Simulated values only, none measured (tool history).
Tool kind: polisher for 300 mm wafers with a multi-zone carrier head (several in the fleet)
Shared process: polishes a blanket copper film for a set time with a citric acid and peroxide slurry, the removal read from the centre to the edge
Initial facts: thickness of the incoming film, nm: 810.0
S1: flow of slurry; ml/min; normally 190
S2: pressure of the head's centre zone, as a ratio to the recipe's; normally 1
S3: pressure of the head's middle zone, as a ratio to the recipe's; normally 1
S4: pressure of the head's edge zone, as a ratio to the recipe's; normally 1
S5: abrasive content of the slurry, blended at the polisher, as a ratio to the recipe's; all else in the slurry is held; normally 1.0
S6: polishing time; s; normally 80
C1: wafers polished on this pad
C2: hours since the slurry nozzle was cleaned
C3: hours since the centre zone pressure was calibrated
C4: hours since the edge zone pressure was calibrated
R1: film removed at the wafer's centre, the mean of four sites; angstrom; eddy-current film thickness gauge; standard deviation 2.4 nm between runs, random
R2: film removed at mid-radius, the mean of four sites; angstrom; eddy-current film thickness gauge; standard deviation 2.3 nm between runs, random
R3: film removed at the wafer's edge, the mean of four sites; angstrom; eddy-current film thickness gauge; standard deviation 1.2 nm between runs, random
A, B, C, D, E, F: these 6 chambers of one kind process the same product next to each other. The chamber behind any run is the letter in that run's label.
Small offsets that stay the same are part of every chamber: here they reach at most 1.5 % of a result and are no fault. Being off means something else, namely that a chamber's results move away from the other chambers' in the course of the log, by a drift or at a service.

run,hour,S1,S2,S3,S4,S5,S6,C1,C2,C3,C4,R1,R2,R3
1F,14.1,190,1,1,1,1.0,80,102,97.7,741.0,370.7,1902.7,1842.6,1883.9
2C,26.1,190,1,1,1,1.0,80,595,567.0,1661.6,888.6,1938.2,1879.6,1862.3
# hour 29.9: chamber C: centre zone pressure recalibrated
# hour 30.8: chamber F: centre zone pressure recalibrated
# hour 32.1: chamber D: worn pad replaced by a new one
# hour 37.1: chamber E: worn pad replaced by a new one
3E,39.8,190,1,1,1,1.0,80,19,182.8,272.4,700.5,1888.4,1907.6,1867.6
4D,50.8,190,1,1,1,1.0,80,128,280.6,202.5,60.7,1916.4,1917.5,1871.9
# hour 51.2: chamber E: edge zone pressure recalibrated
5B,60.8,190,1,1,1,1.0,80,631,219.7,103.3,286.8,1900.8,1897.1,1904.4
# hour 62.5: chamber B: worn pad replaced by a new one
6A,71.8,190,1,1,1,1.0,80,1280,783.3,194.2,338.2,1872.9,1872.1,1901.4
# hour 77.6: chamber D: slurry nozzle cleaned
7B,84.5,190,1,1,1,1.0,80,151,243.4,127.0,310.5,1866.5,1848.6,1909.7
8C,96.8,190,1,1,1,1.0,80,1082,637.7,66.9,959.3,1862.3,1864.8,1878.6
9A,108.0,190,1,1,1,1.0,80,1529,819.5,230.4,374.4,1872.5,1879.7,1864.0
# hour 109.9: chamber A: worn pad replaced by a new one
10F,117.0,190,1,1,1,1.0,80,810,200.6,86.3,473.6,1875.8,1869.1,1874.2
# hour 122.5: chamber B: edge zone pressure recalibrated
# hour 123.9: chamber D: worn pad replaced by a new one
11D,126.5,190,1,1,1,1.0,80,18,49.0,278.2,136.4,1921.0,1924.8,1846.8
# hour 131.1: chamber A: slurry nozzle cleaned
12E,135.6,190,1,1,1,1.0,80,678,278.6,368.2,84.4,1889.1,1879.5,1866.4
# hour 145.2: chamber C: edge zone pressure recalibrated
# hour 145.4: chamber C: worn pad replaced by a new one
13E,149.7,190,1,1,1,1.0,80,775,292.7,382.3,98.5,1833.1,1856.8,1865.9
# hour 154.7: chamber C: slurry nozzle cleaned
# hour 155.2: chamber B: worn pad replaced by a new one
14C,161.9,190,1,1,1,1.0,80,113,7.3,132.0,16.8,1841.9,1883.3,1899.7
15B,171.2,190,1,1,1,1.0,80,110,330.1,213.7,48.8,1838.5,1850.6,1909.5
# hour 175.8: chamber E: worn pad replaced by a new one
16A,177.9,190,1,1,1,1.0,80,468,46.9,300.3,444.3,1908.5,1892.3,1897.4
# hour 183.7: chamber F: worn pad replaced by a new one
17F,187.5,190,1,1,1,1.0,80,26,271.1,156.8,544.1,1943.2,1904.5,1900.6
18D,201.8,190,1,1,1,1.0,80,536,124.3,353.5,211.7,1881.9,1884.2,1841.8
# hour 204.3: chamber D: worn pad replaced by a new one
19C,213.6,250,1,1,1,1.0,80,469,59.0,183.7,68.5,1939.2,1973.9,1925.7
# hour 223.9: chamber A: edge zone pressure recalibrated
20D,227.6,250,1,1,1,1.0,80,160,150.1,379.3,237.5,1990.1,1959.3,1899.9
21A,239.2,250,1,1,1,1.0,80,890,108.2,361.6,15.4,1974.6,1912.0,1941.7
# hour 247.2: chamber B: worn pad replaced by a new one
22F,252.8,250,1,1,1,1.0,80,475,336.4,222.1,609.4,1995.1,1900.0,1946.5
23B,265.4,250,1,1,1,1.0,80,125,424.3,307.9,143.0,1929.7,1938.7,1956.3
24E,279.4,250,1,1,1,1.0,80,713,422.4,512.0,228.2,1962.3,1958.1,1880.4
25E,287.0,190,1,1,1,1.0,80,765,430.0,519.6,235.8,1832.8,1827.4,1836.5
26F,297.5,190,1,1,1,1.0,80,783,381.1,266.8,654.1,1898.6,1880.5,1882.7
# hour 298.6: chamber D: worn pad replaced by a new one
27B,309.9,190,1,1,1,1.0,80,431,468.8,352.4,187.5,1862.6,1883.0,1903.1
# hour 316.9: chamber A: centre zone pressure recalibrated
# hour 318.5: chamber E: worn pad replaced by a new one
# hour 321.5: chamber A: worn pad replaced by a new one
28C,322.7,190,1,1,1,1.0,80,1219,168.1,292.8,177.6,1860.5,1866.2,1877.3
# hour 325.3: chamber C: worn pad replaced by a new one
29D,331.2,190,1,1,1,1.0,80,224,253.7,482.9,341.1,1953.3,1895.1,1857.2
30A,343.6,190,1,1,1,1.0,90,152,212.6,26.7,119.8,2154.6,2119.8,2119.4
# hour 347.7: chamber B: worn pad replaced by a new one
31F,354.8,190,1,1,1,1.0,90,1177,438.4,324.1,711.4,2119.1,2096.5,2135.6
# hour 362.8: chamber D: slurry nozzle cleaned
32A,367.0,190,1,1,1,1.0,90,313,236.0,50.1,143.2,2117.1,2131.1,2104.3
# hour 381.2: chamber D: worn pad replaced by a new one
33C,381.3,190,1,1,1,1.0,90,385,226.7,351.4,236.2,2126.1,2095.9,2118.3
34D,391.4,190,1,1,1,1.0,90,70,28.6,543.1,401.3,2146.8,2124.3,2110.5
35E,400.9,190,1,1,1,1.0,90,567,543.9,633.5,349.7,2073.5,2116.4,2091.2
# hour 408.2: chamber B: centre zone pressure recalibrated
36B,415.5,190,1,1,1,1.0,80,466,574.4,7.4,293.1,1880.2,1841.5,1916.7
37B,429.2,150,1,1,1,1.3,80,561,588.1,21.1,306.8,1889.0,1941.7,1954.2

Next, all 6 chambers run the settings below, one line each with question marks for the results. What does each chamber give?
38A,440.3,190,1,1,1,1.0,80,,,,,?,?,?
38B,440.3,190,1,1,1,1.0,80,,,,,?,?,?
38C,440.3,190,1,1,1,1.0,80,,,,,?,?,?
38D,440.3,190,1,1,1,1.0,80,,,,,?,?,?
38E,440.3,190,1,1,1,1.0,80,,,,,?,?,?
38F,440.3,190,1,1,1,1.0,80,,,,,?,?,?

run,R1,R2,R3
38A,1851.7,1867.8,1898.2
38B,1896.3,1862.5,1899.0
38C,1881.2,1847.9,1864.7
38D,1881.9,1890.8,1862.3
38E,1861.1,1897.3,1865.8
38F,1874.4,1874.5,1894.4

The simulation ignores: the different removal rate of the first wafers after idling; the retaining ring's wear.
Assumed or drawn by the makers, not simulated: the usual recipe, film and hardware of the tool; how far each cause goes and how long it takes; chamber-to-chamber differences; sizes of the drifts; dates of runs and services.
